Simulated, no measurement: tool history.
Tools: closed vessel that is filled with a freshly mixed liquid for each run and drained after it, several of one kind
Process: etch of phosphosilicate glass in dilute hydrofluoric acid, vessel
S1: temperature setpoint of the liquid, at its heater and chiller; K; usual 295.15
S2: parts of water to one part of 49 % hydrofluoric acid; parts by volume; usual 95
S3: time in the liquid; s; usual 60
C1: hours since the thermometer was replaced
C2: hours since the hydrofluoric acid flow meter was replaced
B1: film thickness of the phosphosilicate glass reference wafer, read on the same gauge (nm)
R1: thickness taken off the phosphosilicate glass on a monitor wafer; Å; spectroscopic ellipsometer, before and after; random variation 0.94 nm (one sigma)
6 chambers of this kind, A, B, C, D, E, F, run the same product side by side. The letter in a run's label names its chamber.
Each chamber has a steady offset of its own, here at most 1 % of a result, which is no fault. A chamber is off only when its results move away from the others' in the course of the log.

run	hour	S1	S2	S3	C1	C2	B1	R1
1D	6.6	295.15	95	60	403.4	335.6	150.03	1183.5
2B	13	295.15	95	60	439.6	751	150.04	1194.7
# hour 16.4: chamber B: thermometer replaced
3C	20.1	295.15	95	60	124.5	86.4	150.02	1185.5
4F	24.6	295.15	95	60	2066.2	512.7	150.01	1191.2
5E	33.7	295.15	95	60	835.7	1084.6	150	1173.4
6A	41.6	291.15	95	60	1745.1	1190.5	149.96	998.85
# hour 45.7: chamber B: hydrofluoric acid flow meter replaced
7F	49.9	291.15	95	60	2091.5	538	150	1001.3
8B	57.6	291.15	95	60	41.2	11.9	150	980.45
9A	65.4	291.15	95	60	1768.9	1214.3	149.98	986.82
10D	70.9	291.15	95	60	467.7	399.9	150.02	997.19
11C	77.5	291.15	95	60	181.9	143.8	149.94	989.34
12E	81.7	295.15	95	60	883.7	1132.6	150.02	1163.7
13B	89.2	295.15	95	60	72.8	43.5	150	1170.8
14F	96.6	295.15	95	60	2138.2	584.7	149.99	1185.5
15C	105.5	299.15	95	45	209.9	171.8	149.98	1031.2
16D	112.9	299.15	95	45	509.7	441.9	149.98	1006.5
17A	119.8	299.15	95	45	1823.3	1268.7	149.94	1036.6
18E	128.9	299.15	95	45	930.9	1179.8	149.97	1011.1
19E	137.6	299.15	95	45	939.6	1188.5	150.04	1031.2
20F	144	299.15	95	45	2185.6	632.1	149.94	1028.7
21C	149.8	295.15	95	60	254.2	216.1	149.97	1194
# hour 150.3: chamber A: thermometer replaced
22B	156.6	295.15	95	60	140.2	110.9	150.01	1182.2
23D	161	295.15	95	60	557.8	490	150.02	1161.1
24A	165.7	295.15	95	60	15.4	1314.6	149.99	1176.9
25C	171.8	293.15	95	75	276.2	238.1	149.94	1358.6
26D	178.2	293.15	95	75	575	507.2	150.02	1352.1
27A	183.8	293.15	95	75	33.5	1332.7	150.04	1355.4
28E	189.9	293.15	95	75	991.9	1240.8	150	1347.2
29F	198.6	293.15	95	75	2240.2	686.7	149.99	1376.3
30B	203.4	293.15	95	75	187	157.7	150.03	1362
# hour 210.1: chamber A: hydrofluoric acid flow meter replaced
31A	211	295.15	95	40	60.7	1	150.01	794.98
32F	218	295.15	95	40	2259.6	706.1	149.95	788.67
33D	225.8	295.15	95	40	622.6	554.8	149.99	782.79
34C	229.9	295.15	95	40	334.3	296.2	150.03	775.96
35E	237.3	295.15	95	40	1039.3	1288.2	149.99	773.44
36B	244.6	295.15	95	40	228.2	198.9	149.98	786.12
37B	252.9	295.15	95	60	236.5	207.2	150	1174.9
38F	260.3	295.15	95	60	2301.9	748.4	150.01	1173.4
39C	266.6	295.15	95	50	371	332.9	150.05	974.64
40E	272.6	295.15	95	50	1074.6	1323.5	150	971.02

What goes on in this fleet: one chamber off, a drifting gauge, or nothing beyond the chambers' own small offsets? Name the chamber and the cause, if any.

No chamber stands off beyond its own small offset, and the gauge holds steady.
